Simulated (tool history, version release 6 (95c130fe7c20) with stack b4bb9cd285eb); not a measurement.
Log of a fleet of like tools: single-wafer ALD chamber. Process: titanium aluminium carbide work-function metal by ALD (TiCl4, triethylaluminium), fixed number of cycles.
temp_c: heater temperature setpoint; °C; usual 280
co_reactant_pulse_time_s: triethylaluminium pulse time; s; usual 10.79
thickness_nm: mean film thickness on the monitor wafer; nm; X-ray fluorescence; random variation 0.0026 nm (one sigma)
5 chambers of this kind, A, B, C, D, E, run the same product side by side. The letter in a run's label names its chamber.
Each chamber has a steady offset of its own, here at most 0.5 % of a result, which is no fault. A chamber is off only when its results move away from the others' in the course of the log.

| run | day | temp_c | co_reactant_pulse_time_s | hours since the last thermocouple change | hours since the last triethylaluminium bottle change | read-back reference wafer on the same gauge, thickness_nm | thickness_nm |
|---|---|---|---|---|---|---|---|
| 1D | 0.621 | 280 | 10.79 | 507.8 | 96.8 | 2.0297 | 1.8472 |
| 2E | 1.050 | 280 | 10.79 | 2557.9 | 696.4 | 2.0297 | 1.8403 |
| 3A | 1.392 | 280 | 10.79 | 90.1 | 1515.2 | 2.0291 | 1.8326 |
| 4C | 1.896 | 280 | 10.79 | 501.5 | 185.2 | 2.0297 | 1.8315 |
| 5B | 2.354 | 280 | 10.79 | 434.6 | 577.4 | 2.0293 | 1.8459 |
| 6B | 2.754 | 270 | 10.79 | 444.2 | 587.0 | 2.0285 | 1.7601 |
| 7C | 3.383 | 270 | 10.79 | 537.2 | 220.9 | 2.0276 | 1.7469 |
| 8E | 3.883 | 270 | 10.79 | 2625.9 | 764.4 | 2.0274 | 1.7562 |
|  | 4.371 | chamber E: thermocouple changed; heater temperature recalibrated |
| 9A | 4.512 | 270 | 10.79 | 165.0 | 1590.1 | 2.0274 | 1.7481 |
| 10D | 5.050 | 270 | 10.79 | 614.1 | 203.1 | 2.0271 | 1.7570 |
| 11B | 5.454 | 280 | 10.79 | 509.0 | 651.8 | 2.0275 | 1.8422 |
| 12C | 5.996 | 280 | 10.79 | 599.9 | 283.6 | 2.0262 | 1.8322 |
| 13E | 6.583 | 280 | 10.79 | 53.2 | 829.2 | 2.0263 | 1.8383 |
| 14A | 7.046 | 280 | 10.79 | 225.8 | 1650.9 | 2.0267 | 1.8260 |
|  | 7.488 | chamber E: triethylaluminium bottle replaced |
| 15D | 7.658 | 280 | 10.79 | 676.7 | 265.7 | 2.0255 | 1.8390 |
| 16C | 8.221 | 280 | 10.79 | 653.3 | 337.0 | 2.0260 | 1.8279 |
| 17B | 8.554 | 280 | 10.79 | 583.4 | 726.2 | 2.0254 | 1.8411 |
| 18D | 9.121 | 280 | 10.79 | 711.8 | 300.8 | 2.0258 | 1.8344 |
| 19E | 9.546 | 280 | 10.79 | 124.3 | 49.4 | 2.0244 | 1.8365 |
| 20A | 9.871 | 280 | 10.79 | 293.6 | 1718.7 | 2.0245 | 1.8272 |
| 21A | 10.292 | 280 | 10.79 | 303.7 | 1728.8 | 2.0246 | 1.8254 |
|  | 10.596 | chamber A: triethylaluminium bottle replaced |
| 22E | 10.842 | 280 | 10.79 | 155.4 | 80.5 | 2.0240 | 1.8336 |
| 23D | 11.292 | 280 | 10.79 | 763.9 | 352.9 | 2.0232 | 1.8376 |
| 24C | 11.854 | 280 | 10.79 | 740.5 | 424.2 | 2.0232 | 1.8252 |
| 25B | 12.262 | 280 | 10.79 | 672.4 | 815.2 | 2.0237 | 1.8362 |
| 26D | 12.912 | 280 | 10.79 | 802.8 | 391.8 | 2.0232 | 1.8324 |
| 27E | 13.300 | 280 | 10.79 | 214.4 | 139.5 | 2.0227 | 1.8333 |
|  | 13.550 | chamber C: triethylaluminium bottle replaced |
| 28C | 13.579 | 280 | 10.79 | 781.9 | 0.7 | 2.0236 | 1.8307 |
| 29B | 14.221 | 280 | 10.79 | 719.4 | 862.2 | 2.0224 | 1.8392 |
| 30A | 14.754 | 280 | 10.79 | 410.8 | 99.9 | 2.0218 | 1.8260 |
| 31B | 15.183 | 280 | 10.79 | 742.5 | 885.3 | 2.0220 | 1.8313 |
| 32C | 15.688 | 280 | 10.79 | 832.5 | 51.3 | 2.0216 | 1.8287 |
| 33E | 16.242 | 280 | 10.79 | 285.0 | 210.1 | 2.0218 | 1.8362 |
| 34D | 16.733 | 280 | 10.79 | 894.5 | 483.5 | 2.0208 | 1.8335 |
| 35A | 17.246 | 280 | 10.79 | 470.6 | 159.7 | 2.0204 | 1.8204 |
| 36E | 17.821 | 280 | 10.79 | 322.9 | 248.0 | 2.0203 | 1.8351 |
| 37C | 18.279 | 280 | 10.79 | 894.7 | 113.5 | 2.0204 | 1.8287 |
| 38D | 18.654 | 280 | 10.79 | 940.6 | 529.6 | 2.0198 | 1.8320 |
|  | 18.992 | chamber B: triethylaluminium bottle replaced |
| 39B | 19.075 | 280 | 10.79 | 835.9 | 2.1 | 2.0196 | 1.8359 |
| 40A | 19.508 | 280 | 10.79 | 524.9 | 214.0 | 2.0194 | 1.8260 |
| 41E | 19.954 | 280 | 10.79 | 374.1 | 299.2 | 2.0191 | 1.8287 |
| 42B | 20.329 | 280 | 14.71 | 866.0 | 32.2 | 2.0187 | 1.8689 |
| 43C | 20.758 | 280 | 14.71 | 954.2 | 173.0 | 2.0182 | 1.8612 |

All 5 chambers run these settings next. Forecast each chamber's results:
| 44A | 21.225 | 280 | 12.77 |  |  |  | ? |
| 44B | 21.225 | 280 | 12.77 |  |  |  | ? |
| 44C | 21.225 | 280 | 12.77 |  |  |  | ? |
| 44D | 21.225 | 280 | 12.77 |  |  |  | ? |
| 44E | 21.225 | 280 | 12.77 |  |  |  | ? |

| run | thickness_nm |
|---|---|
| 44A | 1.8482 |
| 44B | 1.8566 |
| 44C | 1.8434 |
| 44D | 1.8540 |
| 44E | 1.8555 |
